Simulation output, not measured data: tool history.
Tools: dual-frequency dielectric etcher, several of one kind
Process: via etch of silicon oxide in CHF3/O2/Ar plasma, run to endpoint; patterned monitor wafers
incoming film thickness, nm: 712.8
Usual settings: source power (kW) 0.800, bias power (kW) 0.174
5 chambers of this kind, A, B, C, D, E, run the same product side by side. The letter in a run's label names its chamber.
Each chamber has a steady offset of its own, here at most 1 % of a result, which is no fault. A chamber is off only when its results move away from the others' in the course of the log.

run,hour,source power (kW),bias power (kW),endpoint time (s)
1C,11.1,0.800,0.174,331.43
2B,23.8,0.800,0.174,329.38
3D,33.6,0.800,0.174,325.22
# hour 43.7: chamber A: wet clean of the chamber
4A,46.5,0.800,0.174,327.16
5E,57.4,0.800,0.174,328.85
6B,67.9,0.800,0.174,327.55
7D,76.9,0.800,0.174,330.12
8C,91.8,0.800,0.174,330.08
9E,99.9,0.800,0.174,328.15
10A,113.5,0.700,0.174,347.97
11E,127.4,0.700,0.174,345.07
12D,137.9,0.700,0.174,347.65
13C,151.6,0.700,0.174,347.83
14B,166.4,0.700,0.174,341.07
15A,177.9,0.800,0.174,328.37
16C,186.3,0.800,0.174,327.33
17A,200.4,0.800,0.174,327.32
18B,212.6,0.800,0.174,326.44
# hour 222.7: chamber C: bias power generator calibrated
19E,226.1,0.610,0.135,391.88
20D,238.5,0.610,0.135,402.71
21D,252.9,0.610,0.135,408.62
# hour 260.4: chamber E: wet clean of the chamber
22B,263.6,0.610,0.135,392.33
23C,272.9,0.610,0.135,397.60
24E,280.5,0.800,0.174,327.34
25A,295.7,0.800,0.174,328.91
26E,307.6,0.800,0.174,328.33
27B,320.7,0.660,0.135,380.10
28D,331.0,0.660,0.135,401.92
# hour 333.5: chamber E: bias power generator calibrated
29A,338.3,0.660,0.135,379.42
30C,352.7,0.660,0.135,386.45
31E,363.5,0.660,0.135,380.28
32A,376.1,0.800,0.174,325.77

What goes on in this fleet: one chamber off, a drifting gauge, or nothing beyond the chambers' own small offsets? Name the chamber and the cause, if any.

Chamber D drifts away from the others.
Cause: etch rate under this chamber's usual, % = 5.18.

Here are 4 candidates for chamber D's next run, each the usual settings with a change, their results left as question marks. Which one brings its results back in line with what the others give on the usual settings?
In line means no further than this from the other chambers' mean on the usual settings: endpoint time (s) 6.60
33D-1,387.2,0.820,0.174,?
33D-2,387.2,0.860,0.185,?
33D-3,387.2,0.740,0.163,?
33D-4,387.2,0.790,0.171,?

The other chambers' mean on the usual settings: endpoint time (s) 327.57
run,endpoint time (s)
33D-1,341.23
33D-2,328.22
33D-3,362.89
33D-4,348.21
33D-2 brings the chamber back in line.

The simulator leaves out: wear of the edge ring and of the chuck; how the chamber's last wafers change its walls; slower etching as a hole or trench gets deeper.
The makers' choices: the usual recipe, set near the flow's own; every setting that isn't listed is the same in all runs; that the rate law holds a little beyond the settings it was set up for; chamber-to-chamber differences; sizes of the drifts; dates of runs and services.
